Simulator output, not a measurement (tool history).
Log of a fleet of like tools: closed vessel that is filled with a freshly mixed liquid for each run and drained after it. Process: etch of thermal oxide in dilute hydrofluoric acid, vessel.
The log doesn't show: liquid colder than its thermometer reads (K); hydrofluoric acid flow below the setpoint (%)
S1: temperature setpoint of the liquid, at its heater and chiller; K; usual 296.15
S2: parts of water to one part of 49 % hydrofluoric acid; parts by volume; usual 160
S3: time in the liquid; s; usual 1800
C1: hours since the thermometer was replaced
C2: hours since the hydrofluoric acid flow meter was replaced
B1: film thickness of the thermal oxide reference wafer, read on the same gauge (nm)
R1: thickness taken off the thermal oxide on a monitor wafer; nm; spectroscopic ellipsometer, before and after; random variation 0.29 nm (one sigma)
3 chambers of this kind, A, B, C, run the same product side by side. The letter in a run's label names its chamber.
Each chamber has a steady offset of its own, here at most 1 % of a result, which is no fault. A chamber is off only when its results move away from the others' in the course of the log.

run   hour      S1   S2    S3      C1     C2      B1      R1
 1C    8.0  296.15  160  1800  1236.5  527.9  39.979  48.314
 2B   14.6  296.15  160  1800   889.4  440.8  39.983  47.851
 3A   20.2  296.15  160  1800  1054.2  699.2  39.991  47.987
 4A   30.7  296.15  160  1800  1064.7  709.7  39.990  48.233
 5C   39.0  296.15  210  2510  1267.5  558.9  40.015  48.498
 6B   46.1  296.15  210  2510   920.9  472.3  39.961  48.574
 7B   56.8  296.15  210  2510   931.6  483.0  40.021  48.611
 8A   65.2  296.15  160  1800  1099.2  744.2  39.968  48.527
 9C   75.2  296.15  160  1800  1303.7  595.1  40.013  48.729
10C   84.9  292.15  110  1800  1313.4  604.8  40.004  63.153
11A   95.1  292.15  110  1800  1129.1  774.1  39.996  62.897
12B  101.8  292.15  110  1800   976.6  528.0  39.975  63.646
13C  109.9  296.15  160  1800  1338.4  629.8  39.980  48.978
     112.3  -- chamber C: thermometer replaced
14B  119.0  296.15  160  1800   993.8  545.2  39.999  47.855
15A  127.0  296.15  160  1800  1161.0  806.0  40.022  47.995
16A  132.9  296.15  160  1800  1166.9  811.9  39.988  47.841
17C  142.5  296.15  160  1800    30.3  662.4  39.989  48.304
18B  149.6  298.65  160  1800  1024.4  575.8  39.984  52.080
19C  160.0  298.65  160  1800    47.8  679.9  40.017  53.797
20A  168.2  298.65  160  1800  1202.2  847.2  39.968  53.049
21B  175.3  296.15  160  1800  1050.1  601.5  40.007  47.560
22B  181.2  296.15  160  1800  1056.0  607.4  39.995  47.435
23C  192.4  296.15  160  1800    80.2  712.3  39.979  48.562
24A  201.2  296.15  160  1800  1235.2  880.2  39.998  47.943
25B  212.1  296.15  160  1800  1086.9  638.3  40.000  46.622
26C  218.5  296.15  160  1800   106.3  738.4  39.996  48.869
27A  224.4  296.15  160  1800  1258.4  903.4  39.962  48.856
     225.4  -- chamber B: thermometer replaced
28A  230.9  296.15  160  1800  1264.9  909.9  40.002  48.092
29C  239.4  296.15  160  1800   127.2  759.3  40.001  48.638
30B  249.9  296.15  160  1800    24.5  676.1  40.006  46.712
31C  260.8  296.15  160  1800   148.6  780.7  40.013  48.416
32B  269.9  296.15  160  1800    44.5  696.1  40.022  46.941
33A  279.8  296.15  105  1410  1313.8  958.8  40.000  61.291
34B  286.1  296.15  105  1410    60.7  712.3  40.021  58.928
35A  297.5  296.15  105  1410  1331.5  976.5  39.995  61.104
36C  306.8  296.15  160  1800   194.6  826.7  39.960  48.478
37C  316.2  298.15  160  2125   204.0  836.1  39.978  62.196

Is one chamber off against the others, does the gauge drift, or is nothing wrong? If a chamber is off, say which, and what the likeliest cause is.

Chamber B drifts away from the others.
Cause: hydrofluoric acid flow below the setpoint (%) = 4.87.

Here are 4 candidates for chamber B's next run, each the usual settings with a change, their results left as question marks. Which one brings its results back in line with what the others give on the usual settings?
In line means no further than this from the other chambers' mean on the usual settings: R1 1.000 nm
38B-1  324.4  296.15  160  1775               ?
38B-2  324.4  296.15  160  1890               ?
38B-3  324.4  296.15  160  1700               ?
38B-4  324.4  296.65  160  1800               ?

The other chambers' mean on the usual settings: R1 48.380 nm
  run      R1
38B-1  45.130
38B-2  48.054
38B-3  43.223
38B-4  46.645
38B-2 brings the chamber back in line.
